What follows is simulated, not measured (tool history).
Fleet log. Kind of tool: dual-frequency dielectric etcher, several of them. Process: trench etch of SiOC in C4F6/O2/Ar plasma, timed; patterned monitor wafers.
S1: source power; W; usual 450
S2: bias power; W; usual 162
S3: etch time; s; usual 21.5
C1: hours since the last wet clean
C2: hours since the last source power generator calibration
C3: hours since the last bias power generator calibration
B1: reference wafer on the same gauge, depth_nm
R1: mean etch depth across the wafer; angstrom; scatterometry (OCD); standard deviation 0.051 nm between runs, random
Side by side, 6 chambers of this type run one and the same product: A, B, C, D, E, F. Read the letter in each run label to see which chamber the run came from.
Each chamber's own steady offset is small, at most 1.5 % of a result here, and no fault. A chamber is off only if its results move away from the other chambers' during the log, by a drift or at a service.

run	hour	S1	S2	S3	C1	C2	C3	B1	R1
1D	9.3	450	162	21.5	227.0	3065.2	1688.4	38.199	446.70
2F	18.2	450	162	21.5	204.7	3144.6	1351.8	38.195	456.47
# hour 19.1: chamber E: wet clean of the chamber
# hour 25.1: chamber A: wet clean of the chamber
3B	28.2	450	162	21.5	184.0	1246.9	3987.8	38.185	457.14
4E	35.9	450	162	21.5	16.8	2462.2	39.9	38.185	451.89
5C	45.8	450	162	21.5	449.2	145.1	2253.2	38.181	448.80
6A	54.1	450	162	21.5	29.1	1645.4	2223.5	38.176	452.93
7A	65.6	480	162	21.5	40.6	1656.9	2235.0	38.167	464.14
8C	78.9	480	162	21.5	482.3	178.2	2286.3	38.157	461.82
9E	86.7	480	162	21.5	67.6	2513.0	90.7	38.156	463.09
10D	98.8	480	162	21.5	316.5	3154.7	1777.9	38.157	457.28
11B	107.1	480	162	21.5	262.9	1325.8	4066.7	38.151	467.88
12F	117.9	480	162	21.5	304.4	3244.3	1451.5	38.148	467.14
# hour 119.8: chamber C: wet clean of the chamber
13A	128.7	450	162	21.5	103.7	1720.0	2298.1	38.149	452.27
14D	135.0	450	162	21.5	352.7	3190.9	1814.1	38.138	446.56
15E	149.0	450	162	21.5	129.9	2575.3	153.0	38.123	450.60
16F	156.8	510	178	21.5	343.3	3283.2	1490.4	38.130	492.53
17C	168.3	510	178	21.5	48.5	267.6	2375.7	38.117	485.37
18B	176.6	510	178	21.5	332.4	1395.3	4136.2	38.127	493.57
# hour 180.1: chamber F: wet clean of the chamber
19A	188.6	510	178	21.5	163.6	1779.9	2358.0	38.117	486.47
20B	195.1	510	178	21.5	350.9	1413.8	4154.7	38.108	494.06
21C	206.0	510	178	21.5	86.2	305.3	2413.4	38.096	484.53
22E	219.0	450	162	21.5	199.9	2645.3	223.0	38.102	450.03
23F	226.1	450	162	21.5	46.1	3352.5	1559.7	38.097	455.19
24D	238.3	400	162	18.5	456.0	3294.2	1917.4	38.092	365.76
# hour 238.6: chamber A: bias power generator calibrated
25C	248.8	400	162	18.5	129.0	348.1	2456.2	38.090	369.21
26A	262.6	400	162	18.5	237.6	1853.9	24.0	38.081	371.11
27F	276.6	400	162	18.5	96.6	3403.0	1610.2	38.070	374.19
28B	289.8	400	162	18.5	445.6	1508.5	4249.4	38.067	373.30
29D	302.9	400	162	18.5	520.6	3358.8	1982.0	38.068	365.77
# hour 315.3: chamber D: wet clean of the chamber
30E	316.0	450	162	21.5	296.9	2742.3	320.0	38.045	449.73
31D	322.9	450	162	21.5	7.6	3378.8	2002.0	38.053	445.19
32E	333.4	450	162	26.0	314.3	2759.7	337.4	38.056	544.02
33A	339.5	450	162	26.0	314.5	1930.8	100.9	38.039	544.25
34F	350.9	450	162	26.0	170.9	3477.3	1684.5	38.034	548.97
35C	361.7	450	162	26.0	241.9	461.0	2569.1	38.042	541.68
36B	370.5	450	162	26.0	526.3	1589.2	4330.1	38.031	549.40

Is one chamber out of step, is the gauge drifting, or do the chambers differ by no more than their own small offsets? For an off chamber, give its letter and the likeliest cause.

The gauge drifts, so all chambers seem to drift together. No chamber is off.
Cause: gauge reads low (%) = 0.459.
